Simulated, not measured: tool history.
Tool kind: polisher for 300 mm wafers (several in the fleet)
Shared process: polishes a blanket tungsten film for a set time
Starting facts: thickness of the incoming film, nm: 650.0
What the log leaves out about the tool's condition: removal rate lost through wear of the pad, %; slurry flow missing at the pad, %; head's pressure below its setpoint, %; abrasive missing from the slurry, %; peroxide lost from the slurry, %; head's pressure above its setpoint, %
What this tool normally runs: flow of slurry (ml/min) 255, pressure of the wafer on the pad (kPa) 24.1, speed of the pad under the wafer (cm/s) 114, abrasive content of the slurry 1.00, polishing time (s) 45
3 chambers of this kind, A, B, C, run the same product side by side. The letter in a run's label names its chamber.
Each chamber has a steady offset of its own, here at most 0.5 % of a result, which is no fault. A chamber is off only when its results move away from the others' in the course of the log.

run,hour,flow of slurry (ml/min),pressure of the wafer on the pad (kPa),speed of the pad under the wafer (cm/s),abrasive content of the slurry,polishing time (s),wafers polished on this pad,hours since the slurry nozzle was cleaned,hours since the head pressure was calibrated,hours since the slurry blender was calibrated,hours since the slurry got fresh peroxide,film removed (Å)
1A,5.7,255,24.1,114,1.00,45,228,260.4,595.3,136.8,7.3,2508.9
2B,13.8,255,24.1,114,1.00,45,474,232.3,248.9,211.7,73.0,2527.2
# hour 15.5: chamber B: slurry tank refilled with fresh slurry and peroxide
# hour 21.2: chamber C: slurry blender recalibrated
3C,21.8,255,24.1,114,1.00,45,1365,25.0,880.2,0.6,55.2,2555.4
# hour 25.3: chamber B: slurry blender recalibrated
# hour 25.3: chamber C: worn pad replaced by a new one
4A,25.9,255,24.1,114,1.00,45,506,280.6,615.5,157.0,27.5,2539.8
# hour 29.3: chamber C: slurry tank refilled with fresh slurry and peroxide
5B,30.4,255,24.1,114,1.00,45,702,248.9,265.5,5.2,14.9,2585.3
6C,37.2,255,24.1,114,1.00,45,163,40.4,895.6,16.0,8.0,2496.2
7B,42.1,255,24.1,114,1.00,45,863,260.6,277.2,16.9,26.6,2560.8
# hour 44.9: chamber B: worn pad replaced by a new one
8C,46.4,255,24.1,114,1.00,45,290,49.6,904.8,25.2,17.2,2534.2
# hour 51.2: chamber A: worn pad replaced by a new one
# hour 51.8: chamber A: slurry tank refilled with fresh slurry and peroxide
9A,52.1,255,24.1,114,1.00,45,12,306.8,641.7,183.2,0.3,2517.8
10C,60.1,255,24.1,114,0.85,45,478,63.3,918.5,38.9,30.9,2407.7
11B,65.0,255,24.1,114,0.85,45,276,283.5,300.1,39.8,49.5,2464.7
12A,72.7,255,24.1,114,0.85,45,295,327.4,662.3,203.8,20.9,2421.9
# hour 73.2: chamber A: slurry nozzle cleaned
13B,79.8,255,24.1,114,1.00,45,480,298.3,314.9,54.6,64.3,2526.8
14A,86.8,220,24.1,114,0.75,45,489,13.6,676.4,217.9,35.0,2271.8
# hour 92.6: chamber B: slurry tank refilled with fresh slurry and peroxide
15C,93.5,220,24.1,114,0.75,45,938,96.7,951.9,72.3,64.3,2221.6
# hour 96.5: chamber C: slurry tank refilled with fresh slurry and peroxide
16A,97.7,220,24.1,114,0.75,45,639,24.5,687.3,228.8,45.9,2325.8
17B,102.3,255,24.1,114,1.00,45,790,320.8,337.4,77.1,9.7,2552.1
# hour 105.9: chamber A: slurry tank refilled with fresh slurry and peroxide
18C,106.6,320,24.1,114,1.00,45,1118,109.8,965.0,85.4,10.1,2440.2
# hour 108.9: chamber B: worn pad replaced by a new one
19C,112.7,320,24.1,114,1.00,45,1202,115.9,971.1,91.5,16.2,2414.0
# hour 116.6: chamber C: worn pad replaced by a new one
20B,119.9,320,24.1,114,1.00,45,152,338.4,355.0,94.7,27.3,2617.5
21A,125.6,255,24.1,114,1.00,45,1023,52.4,715.2,256.7,19.7,2529.1
# hour 129.1: chamber A: slurry blender recalibrated
22C,130.2,255,24.1,114,1.00,45,187,133.4,988.6,109.0,33.7,2338.6
# hour 130.3: chamber A: worn pad replaced by a new one
23B,136.3,255,24.1,114,1.00,45,378,354.8,371.4,111.1,43.7,2540.0
24A,143.0,255,24.1,114,1.00,45,175,69.8,732.6,13.9,37.1,2471.8
# hour 144.2: chamber A: head pressure recalibrated
25A,150.6,255,24.1,114,1.00,45,280,77.4,6.5,21.5,44.7,2521.8
# hour 152.7: chamber C: slurry tank refilled with fresh slurry and peroxide
# hour 156.6: chamber B: slurry tank refilled with fresh slurry and peroxide
26B,156.7,255,24.1,114,1.00,45,658,375.2,391.8,131.5,0.1,2560.8
# hour 156.8: chamber A: slurry tank refilled with fresh slurry and peroxide
27C,161.2,255,18.6,114,1.00,45,614,164.4,1019.6,140.0,8.6,1753.9
28A,169.1,255,18.6,114,1.00,45,535,95.9,25.0,40.0,12.3,1966.9

Predict what each chamber gives when all 3 of them run the settings below next.
29A,174.9,255,27.6,114,1.00,45,,,,,,?
29B,174.9,255,27.6,114,1.00,45,,,,,,?
29C,174.9,255,27.6,114,1.00,45,,,,,,?

run,film removed (Å)
29A,2894.9
29B,2876.2
29C,2562.4

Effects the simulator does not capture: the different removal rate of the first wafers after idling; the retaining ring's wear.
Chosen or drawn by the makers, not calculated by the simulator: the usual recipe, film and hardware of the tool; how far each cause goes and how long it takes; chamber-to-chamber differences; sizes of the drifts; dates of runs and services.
